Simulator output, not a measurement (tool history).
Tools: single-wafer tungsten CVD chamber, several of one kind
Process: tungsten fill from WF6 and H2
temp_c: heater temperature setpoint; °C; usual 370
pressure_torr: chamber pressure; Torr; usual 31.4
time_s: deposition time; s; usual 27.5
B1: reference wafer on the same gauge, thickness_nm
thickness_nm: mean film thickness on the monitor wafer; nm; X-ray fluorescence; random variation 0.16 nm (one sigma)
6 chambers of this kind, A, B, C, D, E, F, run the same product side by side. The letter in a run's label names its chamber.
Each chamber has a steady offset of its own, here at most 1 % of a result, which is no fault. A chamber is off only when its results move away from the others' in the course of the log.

run 1A hour=3.3 | temp_c=370 pressure_torr=31.4 time_s=27.5 | B1=44.345 | thickness_nm=44.623
run 2F hour=6 | temp_c=370 pressure_torr=31.4 time_s=27.5 | B1=44.398 | thickness_nm=44.587
run 3E hour=9 | temp_c=370 pressure_torr=31.4 time_s=27.5 | B1=44.389 | thickness_nm=45.231
run 4D hour=13.4 | temp_c=370 pressure_torr=31.4 time_s=27.5 | B1=44.416 | thickness_nm=44.776
run 5B hour=16.6 | temp_c=370 pressure_torr=31.4 time_s=27.5 | B1=44.412 | thickness_nm=45.628
run 6C hour=19.4 | temp_c=370 pressure_torr=31.4 time_s=27.5 | B1=44.427 | thickness_nm=45.281
run 7E hour=21.5 | temp_c=370 pressure_torr=31.4 time_s=27.5 | B1=44.386 | thickness_nm=45.231
run 8F hour=25.1 | temp_c=370 pressure_torr=31.4 time_s=27.5 | B1=44.387 | thickness_nm=44.818
run 9B hour=27.6 | temp_c=370 pressure_torr=31.4 time_s=27.5 | B1=44.375 | thickness_nm=45.333
run 10A hour=31.1 | temp_c=364 pressure_torr=31.4 time_s=31.7 | B1=44.365 | thickness_nm=45.552
run 11C hour=33.4 | temp_c=364 pressure_torr=31.4 time_s=31.7 | B1=44.368 | thickness_nm=45.914
run 12D hour=37.7 | temp_c=364 pressure_torr=31.4 time_s=31.7 | B1=44.374 | thickness_nm=45.537
run 13A hour=41.2 | temp_c=364 pressure_torr=31.4 time_s=31.7 | B1=44.403 | thickness_nm=45.62
-- hour=41.8 chamber B: thermocouple changed; heater temperature recalibrated
run 14E hour=45.6 | temp_c=364 pressure_torr=31.4 time_s=31.7 | B1=44.416 | thickness_nm=46.272
run 15F hour=48.7 | temp_c=364 pressure_torr=31.4 time_s=31.7 | B1=44.399 | thickness_nm=45.296
run 16B hour=52.3 | temp_c=363 pressure_torr=24.8 time_s=27.5 | B1=44.424 | thickness_nm=34.492
run 17C hour=55.3 | temp_c=363 pressure_torr=24.8 time_s=27.5 | B1=44.385 | thickness_nm=34.863
run 18D hour=59.4 | temp_c=363 pressure_torr=24.8 time_s=27.5 | B1=44.401 | thickness_nm=34.472
run 19E hour=63 | temp_c=363 pressure_torr=24.8 time_s=27.5 | B1=44.377 | thickness_nm=35.363
run 20D hour=66.1 | temp_c=363 pressure_torr=24.8 time_s=27.5 | B1=44.409 | thickness_nm=34.456
run 21A hour=69.1 | temp_c=363 pressure_torr=24.8 time_s=27.5 | B1=44.397 | thickness_nm=34.368
run 22C hour=71.6 | temp_c=370 pressure_torr=31.4 time_s=27.5 | B1=44.394 | thickness_nm=45.355
run 23B hour=74.3 | temp_c=370 pressure_torr=31.4 time_s=27.5 | B1=44.396 | thickness_nm=44.894
run 24F hour=76.3 | temp_c=370 pressure_torr=31.4 time_s=27.5 | B1=44.371 | thickness_nm=44.546
run 25B hour=78.9 | temp_c=370 pressure_torr=31.4 time_s=27.5 | B1=44.4 | thickness_nm=45.054
run 26A hour=83.1 | temp_c=370 pressure_torr=31.4 time_s=27.5 | B1=44.406 | thickness_nm=44.841
run 27F hour=85.5 | temp_c=370 pressure_torr=31.4 time_s=27.5 | B1=44.409 | thickness_nm=44.305
run 28D hour=88.8 | temp_c=370 pressure_torr=31.4 time_s=27.5 | B1=44.405 | thickness_nm=44.796
run 29E hour=92 | temp_c=370 pressure_torr=31.4 time_s=27.5 | B1=44.375 | thickness_nm=46.656
run 30C hour=95.7 | temp_c=370 pressure_torr=31.4 time_s=27.5 | B1=44.419 | thickness_nm=45.501
run 31A hour=99.8 | temp_c=370 pressure_torr=31.4 time_s=27.5 | B1=44.336 | thickness_nm=44.893
run 32C hour=103.2 | temp_c=370 pressure_torr=31.4 time_s=30.3 | B1=44.449 | thickness_nm=49.981
run 33D hour=107.1 | temp_c=370 pressure_torr=31.4 time_s=30.3 | B1=44.403 | thickness_nm=49.688
run 34B hour=109.4 | temp_c=370 pressure_torr=31.4 time_s=30.3 | B1=44.395 | thickness_nm=49.835
run 35E hour=113.6 | temp_c=370 pressure_torr=31.4 time_s=30.3 | B1=44.401 | thickness_nm=51.719
run 36F hour=118 | temp_c=370 pressure_torr=31.4 time_s=30.3 | B1=44.411 | thickness_nm=48.885

Is one chamber off against the others, does the gauge drift, or is nothing wrong? If a chamber is off, say which, and what the likeliest cause is.

Chamber E drifts away from the others.
Cause: wafer temperature above the value expected at the setpoint (K) = 2.22.

Here are 4 candidates for chamber E's next run, each the usual settings with a change, their results left as question marks. Which one brings its results back in line with what the others give on the usual settings?
In line means no further than this from the other chambers' mean on the usual settings: thickness_nm 0.56 nm
run 37E-1 hour=121.2 | temp_c=370 pressure_torr=31.4 time_s=28.3 | thickness_nm=?
run 37E-2 hour=121.2 | temp_c=370 pressure_torr=28 time_s=27.5 | thickness_nm=?
run 37E-3 hour=121.2 | temp_c=369 pressure_torr=31.4 time_s=27.3 | thickness_nm=?
run 37E-4 hour=121.2 | temp_c=370 pressure_torr=32.2 time_s=28.5 | thickness_nm=?

The other chambers' mean on the usual settings: thickness_nm 44.962 nm
run=37E-1 thickness_nm=48.695
run=37E-2 thickness_nm=44.84
run=37E-3 thickness_nm=45.991
run=37E-4 thickness_nm=49.617
37E-2 brings the chamber back in line.

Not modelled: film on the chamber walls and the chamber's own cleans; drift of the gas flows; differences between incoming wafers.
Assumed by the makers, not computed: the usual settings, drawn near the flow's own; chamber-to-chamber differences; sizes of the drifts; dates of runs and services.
